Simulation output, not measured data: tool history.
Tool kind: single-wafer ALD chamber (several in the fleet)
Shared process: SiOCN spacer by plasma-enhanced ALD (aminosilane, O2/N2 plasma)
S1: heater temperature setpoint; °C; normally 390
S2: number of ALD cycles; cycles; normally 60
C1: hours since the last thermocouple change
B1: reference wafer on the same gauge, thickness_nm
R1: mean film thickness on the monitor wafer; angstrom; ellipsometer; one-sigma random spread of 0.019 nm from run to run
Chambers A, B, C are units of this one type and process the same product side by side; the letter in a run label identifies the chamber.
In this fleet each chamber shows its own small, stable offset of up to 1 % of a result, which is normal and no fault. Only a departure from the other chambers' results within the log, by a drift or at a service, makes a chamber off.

run 1C hour=4.6 | S1=390 S2=60 | C1=278.6 | B1=3.2202 | R1=36.133
run 2B hour=9.7 | S1=390 S2=60 | C1=1131.3 | B1=3.2186 | R1=36.352
run 3A hour=15.0 | S1=390 S2=60 | C1=774.4 | B1=3.2225 | R1=36.518
run 4A hour=19.9 | S1=390 S2=60 | C1=779.3 | B1=3.2220 | R1=36.260
run 5C hour=25.8 | S1=390 S2=60 | C1=299.8 | B1=3.2202 | R1=36.062
run 6B hour=31.1 | S1=390 S2=60 | C1=1152.7 | B1=3.2232 | R1=36.422
run 7C hour=36.6 | S1=390 S2=60 | C1=310.6 | B1=3.2226 | R1=36.119
run 8A hour=42.0 | S1=390 S2=60 | C1=801.4 | B1=3.2188 | R1=36.114
run 9B hour=44.9 | S1=390 S2=60 | C1=1166.5 | B1=3.2235 | R1=36.626
run 10B hour=48.9 | S1=390 S2=60 | C1=1170.5 | B1=3.2195 | R1=36.511
run 11C hour=51.8 | S1=390 S2=60 | C1=325.8 | B1=3.2242 | R1=36.216
run 12A hour=57.5 | S1=390 S2=60 | C1=816.9 | B1=3.2233 | R1=36.548
run 13A hour=63.6 | S1=390 S2=60 | C1=823.0 | B1=3.2192 | R1=36.015
run 14C hour=69.2 | S1=390 S2=60 | C1=343.2 | B1=3.2179 | R1=36.103
run 15B hour=74.7 | S1=390 S2=60 | C1=1196.3 | B1=3.2227 | R1=36.678
run 16A hour=78.7 | S1=382 S2=60 | C1=838.1 | B1=3.2169 | R1=36.201
run 17C hour=83.9 | S1=382 S2=60 | C1=357.9 | B1=3.2218 | R1=36.240
run 18B hour=87.7 | S1=382 S2=60 | C1=1209.3 | B1=3.2201 | R1=36.581
run 19A hour=93.4 | S1=390 S2=60 | C1=852.8 | B1=3.2174 | R1=36.225
run 20C hour=98.5 | S1=390 S2=60 | C1=372.5 | B1=3.2177 | R1=35.926
run 21B hour=103.6 | S1=390 S2=60 | C1=1225.2 | B1=3.2244 | R1=36.506
run 22A hour=108.3 | S1=396 S2=60 | C1=867.7 | B1=3.2223 | R1=36.141
run 23B hour=111.6 | S1=396 S2=60 | C1=1233.2 | B1=3.2227 | R1=36.511
run 24C hour=115.5 | S1=396 S2=60 | C1=389.5 | B1=3.2183 | R1=35.929
run 25B hour=120.6 | S1=390 S2=60 | C1=1242.2 | B1=3.2168 | R1=36.275
run 26A hour=125.7 | S1=390 S2=60 | C1=885.1 | B1=3.2235 | R1=36.158
run 27C hour=131.8 | S1=390 S2=60 | C1=405.8 | B1=3.2189 | R1=36.422
run 28B hour=137.6 | S1=390 S2=60 | C1=1259.2 | B1=3.2196 | R1=36.407
run 29A hour=141.9 | S1=390 S2=60 | C1=901.3 | B1=3.2180 | R1=36.166
run 30C hour=145.8 | S1=390 S2=60 | C1=419.8 | B1=3.2247 | R1=35.998
run 31B hour=150.8 | S1=390 S2=60 | C1=1272.4 | B1=3.2199 | R1=36.461
run 32A hour=154.1 | S1=390 S2=60 | C1=913.5 | B1=3.2156 | R1=36.277
run 33C hour=157.9 | S1=390 S2=60 | C1=431.9 | B1=3.2219 | R1=36.124
-- hour=161.9 chamber A: thermocouple changed; heater temperature recalibrated
run 34C hour=164.0 | S1=377 S2=60 | C1=438.0 | B1=3.2213 | R1=35.875
run 35A hour=169.8 | S1=377 S2=60 | C1=8.0 | B1=3.2189 | R1=35.995
run 36B hour=173.1 | S1=377 S2=60 | C1=1294.7 | B1=3.2213 | R1=36.407
run 37A hour=177.9 | S1=390 S2=60 | C1=16.1 | B1=3.2207 | R1=36.289
run 38C hour=183.1 | S1=390 S2=60 | C1=457.1 | B1=3.2204 | R1=36.072
run 39B hour=187.5 | S1=398 S2=65 | C1=1309.1 | B1=3.2182 | R1=39.703
run 40C hour=190.3 | S1=398 S2=65 | C1=464.3 | B1=3.2209 | R1=39.324
run 41B hour=193.7 | S1=398 S2=65 | C1=1315.3 | B1=3.2181 | R1=39.935

Next, all 3 chambers run the settings below, one line each with question marks for the results. What does each chamber give?
run 42A hour=198.2 | S1=390 S2=60 | R1=?
run 42B hour=198.2 | S1=390 S2=60 | R1=?
run 42C hour=198.2 | S1=390 S2=60 | R1=?

run=42A R1=36.203
run=42B R1=36.310
run=42C R1=35.903
